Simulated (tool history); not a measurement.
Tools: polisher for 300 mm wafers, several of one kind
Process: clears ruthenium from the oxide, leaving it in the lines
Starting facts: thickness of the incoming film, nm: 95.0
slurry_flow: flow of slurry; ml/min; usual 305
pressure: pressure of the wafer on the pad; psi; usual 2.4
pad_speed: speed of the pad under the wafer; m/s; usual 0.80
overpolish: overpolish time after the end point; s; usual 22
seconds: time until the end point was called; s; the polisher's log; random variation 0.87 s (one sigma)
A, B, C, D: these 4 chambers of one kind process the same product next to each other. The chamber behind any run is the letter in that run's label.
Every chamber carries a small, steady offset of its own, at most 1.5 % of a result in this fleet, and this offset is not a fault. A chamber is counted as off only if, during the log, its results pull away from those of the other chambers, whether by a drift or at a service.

run,hour,slurry_flow,pressure,pad_speed,overpolish,seconds
1B,10.2,305,2.4,0.80,22,95.035
2D,24.1,305,2.4,0.80,22,93.685
3C,36.4,305,2.4,0.80,22,94.119
# hour 42.5: chamber A: slurry nozzle cleaned
4A,50.0,305,2.4,0.80,22,94.717
# hour 52.0: chamber C: worn pad replaced by a new one
# hour 61.1: chamber A: worn pad replaced by a new one
5D,64.2,305,2.4,0.80,22,92.742
# hour 76.8: chamber B: worn pad replaced by a new one
6B,79.2,305,2.4,0.80,22,93.634
# hour 79.5: chamber D: worn pad replaced by a new one
7C,92.2,225,2.4,0.80,22,97.628
8A,106.4,225,2.4,0.80,22,98.794
9C,118.2,225,2.4,0.80,22,96.524
# hour 119.7: chamber C: worn pad replaced by a new one
# hour 122.3: chamber B: head pressure recalibrated
# hour 131.0: chamber A: worn pad replaced by a new one
10A,134.1,225,2.4,0.80,22,95.589
11B,147.2,305,2.4,0.80,22,96.475
12D,157.1,305,2.4,0.80,22,92.772
13A,164.2,305,2.4,0.80,22,93.231
14C,173.2,305,2.4,0.80,22,93.749
# hour 180.9: chamber B: worn pad replaced by a new one
15B,182.0,305,2.4,0.80,22,93.921
# hour 184.9: chamber C: slurry nozzle cleaned
16D,190.5,305,2.4,0.80,22,92.746
17B,199.7,305,2.4,1.00,12,75.176
# hour 204.3: chamber C: worn pad replaced by a new one
18C,208.0,305,2.4,1.00,12,74.218
# hour 212.1: chamber A: worn pad replaced by a new one
# hour 218.8: chamber D: worn pad replaced by a new one
# hour 219.0: chamber B: slurry nozzle cleaned
19D,223.1,305,2.4,1.00,12,74.650
20A,238.3,305,2.4,1.00,12,76.388
21C,248.4,305,2.4,0.80,22,92.974
22D,263.4,305,2.4,0.80,22,92.762
23A,270.7,305,2.4,0.80,22,100.070
# hour 276.8: chamber A: worn pad replaced by a new one
# hour 278.3: chamber C: worn pad replaced by a new one
# hour 285.5: chamber B: worn pad replaced by a new one
24B,286.4,305,2.4,0.80,22,95.173
25C,298.0,305,2.4,0.80,22,93.691
# hour 305.4: chamber D: slurry nozzle cleaned
26D,309.7,305,2.4,0.80,22,92.165
27A,319.6,305,2.4,0.58,11,139.740
28B,327.3,305,2.4,0.58,11,131.360
29C,334.8,305,2.4,0.58,11,130.610
# hour 343.7: chamber D: worn pad replaced by a new one
30D,350.2,305,2.4,0.58,11,129.040
# hour 356.3: chamber A: worn pad replaced by a new one
31B,365.7,305,2.4,0.80,22,94.014
32A,373.1,305,2.4,0.60,22,137.940

All chambers now run identical settings, listed one chamber a line with results as question marks. What results will each chamber show?
33A,384.5,305,2.4,0.80,22,?
33B,384.5,305,2.4,0.80,22,?
33C,384.5,305,2.4,0.80,22,?
33D,384.5,305,2.4,0.80,22,?

run,seconds
33A,104.830
33B,94.712
33C,95.870
33D,91.838
